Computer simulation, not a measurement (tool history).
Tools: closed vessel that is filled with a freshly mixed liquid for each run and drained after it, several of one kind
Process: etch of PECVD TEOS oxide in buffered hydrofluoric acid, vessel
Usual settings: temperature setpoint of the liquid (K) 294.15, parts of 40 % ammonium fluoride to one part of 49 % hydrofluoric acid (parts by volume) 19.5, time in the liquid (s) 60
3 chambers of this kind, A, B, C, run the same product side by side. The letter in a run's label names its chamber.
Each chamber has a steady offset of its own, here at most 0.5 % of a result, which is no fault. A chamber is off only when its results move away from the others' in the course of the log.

run	hour	temperature setpoint of the liquid (K)	parts of 40 % ammonium fluoride to one part of 49 % hydrofluoric acid (parts by volume)	time in the liquid (s)	hours since the thermometer was replaced	hours since the hydrofluoric acid flow meter was replaced	read-back film thickness of the PECVD TEOS oxide reference wafer, read on the same gauge (nm)	thickness taken off the PECVD TEOS oxide on a monitor wafer (Å)
1A	13.8	294.15	19.5	60	1186.3	332.9	150	398.14
2B	29	294.15	19.5	60	47.1	262.2	149.99	399.2
3C	38.4	294.15	19.5	60	68.6	274.9	150.01	399.38
4A	49	294.15	19.5	60	1221.5	368.1	150.05	395.83
# hour 57.3: chamber A: hydrofluoric acid flow meter replaced
5C	57.3	294.15	19.5	60	87.5	293.8	150	395.67
6B	70.1	294.15	19.5	60	88.2	303.3	150.02	400.18
7A	78.8	294.15	19.5	60	1251.3	21.6	149.98	394.65
8B	94.3	294.15	19.5	60	112.4	327.5	149.98	398.89
9C	108	294.15	19.5	60	138.2	344.5	150	402.66
10B	124.2	294.15	19.5	60	142.3	357.4	149.97	404.45
11A	135.8	294.15	19.5	60	1308.3	78.6	150	404.61
12C	148.2	290.15	19.5	60	178.4	384.7	149.98	319.98
13B	162.4	290.15	19.5	60	180.5	395.6	150	330.73
14C	177.4	290.15	19.5	60	207.6	413.9	150.01	319.18
15A	184.4	294.15	19.5	60	1356.9	127.2	150.01	396.25
16B	198.1	294.15	19.5	60	216.2	431.3	150.01	414.13
17C	208.9	294.15	19.5	35	239.1	445.4	150.01	231.68
18A	224.9	294.15	19.5	35	1397.4	167.7	150	232.4
19B	239.4	294.15	19.5	35	257.5	472.6	149.96	242.68
20A	247.3	294.15	19.5	60	1419.8	190.1	150.02	402.89
21C	254.8	294.15	19.5	60	285	491.3	149.97	394.87
22B	269.9	294.15	19.5	60	288	503.1	149.97	419.88
23A	279.7	294.15	19.5	60	1452.2	222.5	150.01	395.47
24C	289.9	294.15	19.5	60	320.1	526.4	150	400.18
25A	298	294.15	19.5	60	1470.5	240.8	149.99	391.58
26B	314	294.15	19.5	60	332.1	547.2	149.97	416.16
27C	323.3	294.15	19.5	60	353.5	559.8	149.99	396.95
28B	337.7	294.15	19.5	60	355.8	570.9	149.97	429.56
29C	350.8	294.15	19.5	60	381	587.3	149.98	398.15
30A	361.3	294.15	19.5	60	1533.8	304.1	150	400.09
31C	369.1	294.15	19.5	60	399.3	605.6	150.01	403.43
32A	378.8	294.15	19.5	60	1551.3	321.6	149.99	404.43
33B	389.6	294.15	19.5	60	407.7	622.8	150.02	437.37
34A	403.7	294.15	19.5	60	1576.2	346.5	150.01	403.3
35C	417.7	294.15	19.5	60	447.9	654.2	150.02	396.12
36B	431.1	294.15	19.5	60	449.2	664.3	150	442.39
37B	440.3	294.15	19.5	60	458.4	673.5	150	439.37
38A	456.4	294.15	19.5	60	1628.9	399.2	149.99	397.1
39C	467.2	294.15	19.5	60	497.4	703.7	149.99	400.78
40C	481.5	294.15	19.5	60	511.7	718	150.01	405.56
41B	492.9	294.15	19.5	60	511	726.1	150	443.75

Is one chamber off against the others, does the gauge drift, or is nothing wrong? If a chamber is off, say which, and what the likeliest cause is.

Chamber B drifts away from the others.
Cause: hydrofluoric acid flow above the setpoint (%) = 11.8.
The log may not tell that from: liquid hotter than its thermometer reads (K).

Here are 4 candidates for chamber B's next run, each the usual settings with a change, their results left as question marks. Which one brings its results back in line with what the others give on the usual settings?
In line means no further than this from the other chambers' mean on the usual settings: thickness taken off the PECVD TEOS oxide on a monitor wafer (Å) 11
42B-1	504.5	293.15	22	60				?
42B-2	504.5	294.65	19.5	70				?
42B-3	504.5	294.15	20	55				?
42B-4	504.5	294.15	19	65				?

The other chambers' mean on the usual settings: thickness taken off the PECVD TEOS oxide on a monitor wafer (Å) 400.25
run	thickness taken off the PECVD TEOS oxide on a monitor wafer (Å)
42B-1	377.63
42B-2	539.61
42B-3	402.08
42B-4	500.07
42B-3 brings the chamber back in line.
